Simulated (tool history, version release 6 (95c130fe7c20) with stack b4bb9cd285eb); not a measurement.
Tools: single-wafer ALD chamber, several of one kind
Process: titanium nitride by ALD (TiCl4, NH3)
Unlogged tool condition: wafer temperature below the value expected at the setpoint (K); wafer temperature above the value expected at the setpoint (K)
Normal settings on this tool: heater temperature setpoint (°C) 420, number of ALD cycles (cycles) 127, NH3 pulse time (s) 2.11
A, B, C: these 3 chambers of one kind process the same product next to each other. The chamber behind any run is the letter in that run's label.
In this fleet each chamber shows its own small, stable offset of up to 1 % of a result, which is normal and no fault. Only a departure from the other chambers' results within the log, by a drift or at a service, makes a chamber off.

| run | hour | heater temperature setpoint (°C) | number of ALD cycles (cycles) | NH3 pulse time (s) | hours since the last thermocouple change | read-back reference wafer on the same gauge, thickness_nm | mean film thickness on the monitor wafer (Å) |
|---|---|---|---|---|---|---|---|
| 1A | 1.8 | 420 | 127 | 2.11 | 851.4 | 2.3922 | 28.368 |
| 2B | 4.8 | 420 | 127 | 2.11 | 1326.2 | 2.3913 | 28.566 |
| 3C | 8.8 | 420 | 127 | 2.11 | 704.7 | 2.3916 | 28.337 |
| 4C | 12.9 | 420 | 127 | 2.11 | 708.8 | 2.3904 | 28.236 |
| 5B | 16.6 | 420 | 127 | 2.11 | 1338.0 | 2.3895 | 28.449 |
| 6A | 19.2 | 420 | 116 | 2.51 | 868.8 | 2.3892 | 26.081 |
| 7B | 21.2 | 420 | 116 | 2.51 | 1342.6 | 2.3895 | 26.208 |
| 8A | 24.6 | 420 | 116 | 2.51 | 874.2 | 2.3902 | 25.890 |
|  | 27.6 | chamber B: thermocouple changed; heater temperature recalibrated |
| 9C | 27.7 | 420 | 127 | 2.11 | 723.6 | 2.3890 | 28.395 |
| 10A | 31.1 | 420 | 127 | 2.11 | 880.7 | 2.3900 | 28.333 |
| 11C | 34.1 | 420 | 127 | 2.60 | 730.0 | 2.3877 | 28.561 |
| 12B | 37.8 | 420 | 127 | 2.60 | 10.2 | 2.3899 | 28.737 |
| 13B | 41.2 | 420 | 127 | 2.60 | 13.6 | 2.3920 | 28.721 |
| 14A | 43.4 | 420 | 127 | 2.11 | 893.0 | 2.3892 | 28.203 |
| 15C | 45.6 | 420 | 127 | 2.11 | 741.5 | 2.3912 | 28.334 |
| 16B | 49.0 | 420 | 127 | 2.11 | 21.4 | 2.3897 | 28.603 |
| 17A | 52.1 | 407 | 127 | 2.11 | 901.7 | 2.3911 | 28.056 |
| 18C | 55.2 | 407 | 127 | 2.11 | 751.1 | 2.3910 | 28.154 |
| 19A | 58.4 | 407 | 127 | 2.11 | 908.0 | 2.3901 | 28.217 |
| 20C | 62.3 | 420 | 127 | 2.11 | 758.2 | 2.3917 | 28.287 |
| 21B | 64.4 | 420 | 127 | 2.11 | 36.8 | 2.3903 | 28.561 |
| 22B | 66.8 | 420 | 127 | 2.11 | 39.2 | 2.3892 | 28.415 |
| 23A | 70.0 | 420 | 127 | 2.11 | 919.6 | 2.3920 | 28.270 |
| 24C | 73.7 | 420 | 127 | 2.11 | 769.6 | 2.3874 | 28.268 |
| 25A | 76.7 | 420 | 127 | 2.11 | 926.3 | 2.3889 | 28.388 |
| 26B | 78.9 | 420 | 127 | 2.11 | 51.3 | 2.3895 | 28.514 |
| 27C | 81.7 | 420 | 127 | 2.11 | 777.6 | 2.3910 | 28.214 |
| 28A | 84.1 | 420 | 127 | 2.11 | 933.7 | 2.3897 | 28.211 |
| 29C | 87.2 | 420 | 127 | 2.11 | 783.1 | 2.3869 | 28.425 |
| 30B | 90.1 | 420 | 127 | 2.11 | 62.5 | 2.3904 | 28.649 |
| 31C | 93.6 | 420 | 127 | 2.11 | 789.5 | 2.3881 | 28.303 |
| 32B | 96.6 | 420 | 127 | 2.11 | 69.0 | 2.3890 | 28.647 |
| 33A | 99.5 | 420 | 127 | 2.11 | 949.1 | 2.3903 | 28.168 |
| 34A | 102.0 | 420 | 127 | 2.11 | 951.6 | 2.3941 | 28.291 |
| 35B | 105.2 | 420 | 127 | 2.11 | 77.6 | 2.3895 | 28.629 |
| 36C | 107.6 | 420 | 127 | 2.11 | 803.5 | 2.3898 | 28.257 |
| 37C | 110.4 | 420 | 127 | 2.11 | 806.3 | 2.3904 | 28.044 |
| 38A | 114.4 | 420 | 127 | 2.11 | 964.0 | 2.3884 | 28.213 |
| 39B | 117.4 | 420 | 127 | 2.11 | 89.8 | 2.3897 | 28.640 |
| 40B | 121.2 | 420 | 127 | 2.11 | 93.6 | 2.3883 | 28.347 |
| 41C | 124.8 | 420 | 127 | 2.11 | 820.7 | 2.3898 | 28.288 |
| 42A | 128.2 | 411 | 114 | 2.11 | 977.8 | 2.3910 | 25.281 |
| 43C | 131.7 | 411 | 114 | 2.11 | 827.6 | 2.3884 | 25.318 |
| 44B | 135.8 | 411 | 114 | 2.11 | 108.2 | 2.3909 | 25.450 |

Each of the 3 chambers runs these same settings next. Fill in every chamber's results:
| 45A | 138.8 | 420 | 127 | 2.11 |  |  | ? |
| 45B | 138.8 | 420 | 127 | 2.11 |  |  | ? |
| 45C | 138.8 | 420 | 127 | 2.11 |  |  | ? |

| run | mean film thickness on the monitor wafer (Å) |
|---|---|
| 45A | 28.183 |
| 45B | 28.566 |
| 45C | 28.443 |
